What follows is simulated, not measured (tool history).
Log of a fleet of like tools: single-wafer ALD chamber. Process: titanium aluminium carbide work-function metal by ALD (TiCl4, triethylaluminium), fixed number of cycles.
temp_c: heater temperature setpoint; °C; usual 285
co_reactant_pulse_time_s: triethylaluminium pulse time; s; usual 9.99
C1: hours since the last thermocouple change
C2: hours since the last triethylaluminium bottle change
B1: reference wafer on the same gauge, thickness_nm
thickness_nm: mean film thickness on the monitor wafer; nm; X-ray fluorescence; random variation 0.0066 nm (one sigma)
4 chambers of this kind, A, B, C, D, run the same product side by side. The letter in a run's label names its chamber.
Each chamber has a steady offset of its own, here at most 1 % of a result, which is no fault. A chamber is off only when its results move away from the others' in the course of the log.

{"run": "1C", "day": 0.362, "temp_c": 285, "co_reactant_pulse_time_s": 9.99, "C1": 1457.3, "C2": 319.4, "B1": 2.0006, "thickness_nm": 1.8712}
{"run": "2A", "day": 0.683, "temp_c": 285, "co_reactant_pulse_time_s": 9.99, "C1": 2336.2, "C2": 309.3, "B1": 1.9992, "thickness_nm": 1.8774}
{"run": "3D", "day": 1.238, "temp_c": 285, "co_reactant_pulse_time_s": 9.99, "C1": 139, "C2": 1204.3, "B1": 2.0011, "thickness_nm": 1.8762}
{"run": "4B", "day": 1.529, "temp_c": 285, "co_reactant_pulse_time_s": 9.99, "C1": 711.8, "C2": 332.3, "B1": 1.9994, "thickness_nm": 1.8733}
{"run": "5C", "day": 2.058, "temp_c": 285, "co_reactant_pulse_time_s": 9.99, "C1": 1498, "C2": 360.1, "B1": 1.9997, "thickness_nm": 1.8643}
{"run": "6A", "day": 2.371, "temp_c": 285, "co_reactant_pulse_time_s": 9.99, "C1": 2376.7, "C2": 349.8, "B1": 2.0012, "thickness_nm": 1.8586}
{"run": "7D", "day": 2.75, "temp_c": 285, "co_reactant_pulse_time_s": 9.99, "C1": 175.3, "C2": 1240.6, "B1": 2.001, "thickness_nm": 1.8766}
{"run": "8B", "day": 3.021, "temp_c": 290, "co_reactant_pulse_time_s": 7.92, "C1": 747.6, "C2": 368.1, "B1": 2.001, "thickness_nm": 1.8404}
{"run": "9A", "day": 3.3, "temp_c": 290, "co_reactant_pulse_time_s": 7.92, "C1": 2399, "C2": 372.1, "B1": 2.0013, "thickness_nm": 1.8362}
{"run": "10C", "day": 3.712, "temp_c": 290, "co_reactant_pulse_time_s": 7.92, "C1": 1537.7, "C2": 399.8, "B1": 2.0004, "thickness_nm": 1.8476}
{"run": "11D", "day": 4.092, "temp_c": 290, "co_reactant_pulse_time_s": 7.92, "C1": 207.5, "C2": 1272.8, "B1": 1.9985, "thickness_nm": 1.8407}
{"run": "12B", "day": 4.483, "temp_c": 285, "co_reactant_pulse_time_s": 9.99, "C1": 782.7, "C2": 403.2, "B1": 1.9997, "thickness_nm": 1.8712}
{"run": "13C", "day": 4.788, "temp_c": 285, "co_reactant_pulse_time_s": 9.99, "C1": 1563.5, "C2": 425.6, "B1": 1.9997, "thickness_nm": 1.8526}
{"day": 4.838, "done": "chamber C: thermocouple changed; heater temperature recalibrated"}
{"run": "14D", "day": 5.071, "temp_c": 285, "co_reactant_pulse_time_s": 9.99, "C1": 231, "C2": 1296.3, "B1": 1.9993, "thickness_nm": 1.8683}
{"run": "15A", "day": 5.479, "temp_c": 285, "co_reactant_pulse_time_s": 9.99, "C1": 2451.3, "C2": 424.4, "B1": 1.9996, "thickness_nm": 1.871}
{"run": "16B", "day": 5.883, "temp_c": 271, "co_reactant_pulse_time_s": 9.99, "C1": 816.3, "C2": 436.8, "B1": 1.9985, "thickness_nm": 1.7556}
{"run": "17C", "day": 6.388, "temp_c": 271, "co_reactant_pulse_time_s": 9.99, "C1": 37.3, "C2": 464, "B1": 1.9997, "thickness_nm": 1.753}
{"run": "18A", "day": 6.704, "temp_c": 271, "co_reactant_pulse_time_s": 9.99, "C1": 2480.7, "C2": 453.8, "B1": 2.0005, "thickness_nm": 1.7384}
{"run": "19D", "day": 7.058, "temp_c": 271, "co_reactant_pulse_time_s": 9.99, "C1": 278.7, "C2": 1344, "B1": 1.9998, "thickness_nm": 1.7412}
{"day": 7.333, "done": "chamber C: triethylaluminium bottle replaced"}
{"run": "20B", "day": 7.354, "temp_c": 285, "co_reactant_pulse_time_s": 9.99, "C1": 851.6, "C2": 472.1, "B1": 1.9993, "thickness_nm": 1.8663}
{"run": "21D", "day": 7.654, "temp_c": 285, "co_reactant_pulse_time_s": 9.99, "C1": 293, "C2": 1358.3, "B1": 2.0004, "thickness_nm": 1.8722}
{"run": "22C", "day": 8.167, "temp_c": 285, "co_reactant_pulse_time_s": 9.99, "C1": 80, "C2": 20.1, "B1": 1.9994, "thickness_nm": 1.8747}
{"run": "23A", "day": 8.738, "temp_c": 285, "co_reactant_pulse_time_s": 9.99, "C1": 2529.5, "C2": 502.6, "B1": 1.9997, "thickness_nm": 1.8723}
{"run": "24B", "day": 9.288, "temp_c": 285, "co_reactant_pulse_time_s": 9.99, "C1": 898, "C2": 518.5, "B1": 2, "thickness_nm": 1.872}
{"run": "25D", "day": 9.65, "temp_c": 285, "co_reactant_pulse_time_s": 9.99, "C1": 340.9, "C2": 1406.2, "B1": 2.0028, "thickness_nm": 1.8604}
{"run": "26B", "day": 10.017, "temp_c": 285, "co_reactant_pulse_time_s": 9.99, "C1": 915.5, "C2": 536, "B1": 2.0001, "thickness_nm": 1.8782}
{"run": "27A", "day": 10.342, "temp_c": 285, "co_reactant_pulse_time_s": 6.2, "C1": 2568, "C2": 541.1, "B1": 1.9994, "thickness_nm": 1.6902}
{"run": "28C", "day": 10.608, "temp_c": 285, "co_reactant_pulse_time_s": 6.2, "C1": 138.6, "C2": 78.7, "B1": 2, "thickness_nm": 1.6957}
{"run": "29D", "day": 11.071, "temp_c": 285, "co_reactant_pulse_time_s": 6.2, "C1": 375, "C2": 1440.3, "B1": 1.9998, "thickness_nm": 1.7023}
{"run": "30C", "day": 11.604, "temp_c": 285, "co_reactant_pulse_time_s": 6.2, "C1": 162.5, "C2": 102.6, "B1": 1.998, "thickness_nm": 1.7042}
{"run": "31A", "day": 12.021, "temp_c": 285, "co_reactant_pulse_time_s": 9.99, "C1": 2608.3, "C2": 581.4, "B1": 2.0008, "thickness_nm": 1.8629}
{"run": "32B", "day": 12.429, "temp_c": 285, "co_reactant_pulse_time_s": 9.99, "C1": 973.4, "C2": 593.9, "B1": 2.0002, "thickness_nm": 1.871}
{"run": "33A", "day": 13.0, "temp_c": 285, "co_reactant_pulse_time_s": 9.99, "C1": 2631.8, "C2": 604.9, "B1": 1.9998, "thickness_nm": 1.8589}
{"run": "34B", "day": 13.571, "temp_c": 285, "co_reactant_pulse_time_s": 9.99, "C1": 1000.8, "C2": 621.3, "B1": 1.9982, "thickness_nm": 1.8663}
{"run": "35C", "day": 14.1, "temp_c": 285, "co_reactant_pulse_time_s": 9.99, "C1": 222.4, "C2": 162.5, "B1": 2.0012, "thickness_nm": 1.8654}
{"run": "36D", "day": 14.621, "temp_c": 285, "co_reactant_pulse_time_s": 9.99, "C1": 460.2, "C2": 1525.5, "B1": 1.9988, "thickness_nm": 1.8811}

All 4 chambers run these settings next. Forecast each chamber's results:
{"run": "37A", "day": 15.046, "temp_c": 278, "co_reactant_pulse_time_s": 9.99, "thickness_nm": "?"}
{"run": "37B", "day": 15.046, "temp_c": 278, "co_reactant_pulse_time_s": 9.99, "thickness_nm": "?"}
{"run": "37C", "day": 15.046, "temp_c": 278, "co_reactant_pulse_time_s": 9.99, "thickness_nm": "?"}
{"run": "37D", "day": 15.046, "temp_c": 278, "co_reactant_pulse_time_s": 9.99, "thickness_nm": "?"}

run=37A thickness_nm=1.8112
run=37B thickness_nm=1.8269
run=37C thickness_nm=1.7966
run=37D thickness_nm=1.8047

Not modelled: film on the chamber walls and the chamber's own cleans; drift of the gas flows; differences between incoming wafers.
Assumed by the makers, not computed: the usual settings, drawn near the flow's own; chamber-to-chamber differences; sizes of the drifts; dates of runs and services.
